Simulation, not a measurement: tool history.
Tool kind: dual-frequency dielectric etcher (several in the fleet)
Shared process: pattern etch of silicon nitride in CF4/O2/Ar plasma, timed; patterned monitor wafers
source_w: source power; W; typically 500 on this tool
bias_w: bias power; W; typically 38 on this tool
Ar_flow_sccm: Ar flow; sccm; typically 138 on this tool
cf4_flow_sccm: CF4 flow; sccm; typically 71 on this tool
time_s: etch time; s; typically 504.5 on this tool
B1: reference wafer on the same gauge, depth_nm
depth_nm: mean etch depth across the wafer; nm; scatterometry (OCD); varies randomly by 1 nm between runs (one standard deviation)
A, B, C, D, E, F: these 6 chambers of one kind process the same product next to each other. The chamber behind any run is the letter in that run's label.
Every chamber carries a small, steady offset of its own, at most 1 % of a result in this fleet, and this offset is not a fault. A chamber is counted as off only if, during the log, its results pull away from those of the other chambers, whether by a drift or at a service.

{"run": "1F", "hour": 3.2, "source_w": 500, "bias_w": 38, "Ar_flow_sccm": 138, "cf4_flow_sccm": 71, "time_s": 504.5, "B1": 643.93, "depth_nm": 784.49}
{"run": "2C", "hour": 7.4, "source_w": 500, "bias_w": 38, "Ar_flow_sccm": 138, "cf4_flow_sccm": 71, "time_s": 504.5, "B1": 643.73, "depth_nm": 781.25}
{"run": "3B", "hour": 9.9, "source_w": 500, "bias_w": 38, "Ar_flow_sccm": 138, "cf4_flow_sccm": 71, "time_s": 504.5, "B1": 643.88, "depth_nm": 777.31}
{"run": "4A", "hour": 14.9, "source_w": 500, "bias_w": 38, "Ar_flow_sccm": 138, "cf4_flow_sccm": 71, "time_s": 504.5, "B1": 643.74, "depth_nm": 784.9}
{"run": "5E", "hour": 18.1, "source_w": 500, "bias_w": 38, "Ar_flow_sccm": 138, "cf4_flow_sccm": 71, "time_s": 504.5, "B1": 643.36, "depth_nm": 782.66}
{"run": "6D", "hour": 21.5, "source_w": 500, "bias_w": 38, "Ar_flow_sccm": 138, "cf4_flow_sccm": 71, "time_s": 504.5, "B1": 643.43, "depth_nm": 783.05}
{"run": "7F", "hour": 26.5, "source_w": 500, "bias_w": 38, "Ar_flow_sccm": 138, "cf4_flow_sccm": 79, "time_s": 504.5, "B1": 643.43, "depth_nm": 799.13}
{"run": "8A", "hour": 29.8, "source_w": 500, "bias_w": 38, "Ar_flow_sccm": 138, "cf4_flow_sccm": 79, "time_s": 504.5, "B1": 643.48, "depth_nm": 799.32}
{"run": "9C", "hour": 35.2, "source_w": 500, "bias_w": 38, "Ar_flow_sccm": 138, "cf4_flow_sccm": 79, "time_s": 504.5, "B1": 643.1, "depth_nm": 793.5}
{"run": "10D", "hour": 40.8, "source_w": 500, "bias_w": 38, "Ar_flow_sccm": 138, "cf4_flow_sccm": 79, "time_s": 504.5, "B1": 643.29, "depth_nm": 794.47}
{"hour": 44.0, "done": "chamber C: wet clean of the chamber"}
{"run": "11B", "hour": 45.4, "source_w": 500, "bias_w": 38, "Ar_flow_sccm": 138, "cf4_flow_sccm": 79, "time_s": 504.5, "B1": 642.75, "depth_nm": 787.98}
{"run": "12E", "hour": 47.9, "source_w": 500, "bias_w": 38, "Ar_flow_sccm": 138, "cf4_flow_sccm": 79, "time_s": 504.5, "B1": 642.83, "depth_nm": 794.47}
{"run": "13A", "hour": 50.8, "source_w": 500, "bias_w": 38, "Ar_flow_sccm": 138, "cf4_flow_sccm": 71, "time_s": 504.5, "B1": 642.91, "depth_nm": 785.24}
{"hour": 55.0, "done": "chamber A: source power generator calibrated"}
{"run": "14F", "hour": 55.7, "source_w": 500, "bias_w": 38, "Ar_flow_sccm": 138, "cf4_flow_sccm": 71, "time_s": 504.5, "B1": 642.79, "depth_nm": 782.96}
{"run": "15C", "hour": 58.5, "source_w": 500, "bias_w": 38, "Ar_flow_sccm": 138, "cf4_flow_sccm": 71, "time_s": 504.5, "B1": 642.62, "depth_nm": 778.9}
{"run": "16B", "hour": 62.0, "source_w": 500, "bias_w": 38, "Ar_flow_sccm": 138, "cf4_flow_sccm": 71, "time_s": 504.5, "B1": 642.76, "depth_nm": 778.12}
{"run": "17D", "hour": 65.8, "source_w": 500, "bias_w": 38, "Ar_flow_sccm": 138, "cf4_flow_sccm": 71, "time_s": 504.5, "B1": 642.34, "depth_nm": 780.65}
{"run": "18E", "hour": 70.3, "source_w": 500, "bias_w": 38, "Ar_flow_sccm": 138, "cf4_flow_sccm": 71, "time_s": 504.5, "B1": 642.49, "depth_nm": 780.89}
{"run": "19F", "hour": 74.4, "source_w": 500, "bias_w": 38, "Ar_flow_sccm": 138, "cf4_flow_sccm": 71, "time_s": 504.5, "B1": 642.16, "depth_nm": 783.02}
{"run": "20A", "hour": 76.9, "source_w": 500, "bias_w": 38, "Ar_flow_sccm": 138, "cf4_flow_sccm": 71, "time_s": 504.5, "B1": 642.29, "depth_nm": 783.79}
{"run": "21D", "hour": 80.5, "source_w": 500, "bias_w": 38, "Ar_flow_sccm": 138, "cf4_flow_sccm": 71, "time_s": 504.5, "B1": 642.12, "depth_nm": 781.7}
{"hour": 84.4, "done": "chamber E: wet clean of the chamber"}
{"run": "22E", "hour": 85.1, "source_w": 500, "bias_w": 38, "Ar_flow_sccm": 138, "cf4_flow_sccm": 71, "time_s": 504.5, "B1": 641.98, "depth_nm": 779.91}
{"run": "23C", "hour": 88.0, "source_w": 500, "bias_w": 38, "Ar_flow_sccm": 138, "cf4_flow_sccm": 71, "time_s": 504.5, "B1": 642.07, "depth_nm": 778.83}
{"run": "24B", "hour": 91.3, "source_w": 500, "bias_w": 30, "Ar_flow_sccm": 138, "cf4_flow_sccm": 71, "time_s": 504.5, "B1": 641.95, "depth_nm": 710.0}
{"run": "25D", "hour": 96.0, "source_w": 500, "bias_w": 30, "Ar_flow_sccm": 138, "cf4_flow_sccm": 71, "time_s": 504.5, "B1": 641.74, "depth_nm": 711.3}
{"run": "26F", "hour": 100.1, "source_w": 500, "bias_w": 30, "Ar_flow_sccm": 138, "cf4_flow_sccm": 71, "time_s": 504.5, "B1": 642.01, "depth_nm": 714.98}
{"run": "27A", "hour": 104.5, "source_w": 500, "bias_w": 30, "Ar_flow_sccm": 138, "cf4_flow_sccm": 71, "time_s": 504.5, "B1": 641.86, "depth_nm": 715.3}
{"run": "28E", "hour": 109.9, "source_w": 500, "bias_w": 30, "Ar_flow_sccm": 138, "cf4_flow_sccm": 71, "time_s": 504.5, "B1": 641.62, "depth_nm": 711.93}
{"hour": 113.6, "done": "chamber C: source power generator calibrated"}
{"run": "29B", "hour": 113.6, "source_w": 500, "bias_w": 30, "Ar_flow_sccm": 138, "cf4_flow_sccm": 71, "time_s": 504.5, "B1": 641.51, "depth_nm": 710.12}
{"run": "30C", "hour": 117.1, "source_w": 500, "bias_w": 38, "Ar_flow_sccm": 138, "cf4_flow_sccm": 71, "time_s": 504.5, "B1": 641.44, "depth_nm": 778.47}
{"run": "31F", "hour": 121.2, "source_w": 500, "bias_w": 38, "Ar_flow_sccm": 138, "cf4_flow_sccm": 71, "time_s": 504.5, "B1": 641.57, "depth_nm": 782.73}
{"run": "32D", "hour": 126.0, "source_w": 500, "bias_w": 38, "Ar_flow_sccm": 138, "cf4_flow_sccm": 71, "time_s": 504.5, "B1": 641.38, "depth_nm": 778.38}
{"run": "33A", "hour": 128.8, "source_w": 500, "bias_w": 38, "Ar_flow_sccm": 138, "cf4_flow_sccm": 71, "time_s": 504.5, "B1": 641.43, "depth_nm": 783.59}
{"run": "34B", "hour": 131.3, "source_w": 500, "bias_w": 38, "Ar_flow_sccm": 138, "cf4_flow_sccm": 71, "time_s": 504.5, "B1": 641.08, "depth_nm": 776.32}
{"run": "35C", "hour": 134.6, "source_w": 500, "bias_w": 38, "Ar_flow_sccm": 138, "cf4_flow_sccm": 71, "time_s": 504.5, "B1": 641.09, "depth_nm": 778.07}
{"run": "36E", "hour": 137.6, "source_w": 500, "bias_w": 38, "Ar_flow_sccm": 138, "cf4_flow_sccm": 71, "time_s": 504.5, "B1": 641.02, "depth_nm": 778.15}
{"run": "37B", "hour": 143.3, "source_w": 590, "bias_w": 38, "Ar_flow_sccm": 138, "cf4_flow_sccm": 56, "time_s": 504.5, "B1": 640.91, "depth_nm": 857.9}
{"run": "38D", "hour": 148.8, "source_w": 590, "bias_w": 38, "Ar_flow_sccm": 138, "cf4_flow_sccm": 56, "time_s": 504.5, "B1": 640.88, "depth_nm": 861.11}
{"run": "39C", "hour": 153.9, "source_w": 590, "bias_w": 38, "Ar_flow_sccm": 138, "cf4_flow_sccm": 56, "time_s": 504.5, "B1": 640.65, "depth_nm": 863.53}

What goes on in this fleet: one chamber off, a drifting gauge, or nothing beyond the chambers' own small offsets? Name the chamber and the cause, if any.

No chamber is off; the gauge reading every chamber's wafers drifts, which makes the whole fleet appear to move together.
Cause: gauge reads low (%) = 0.533.
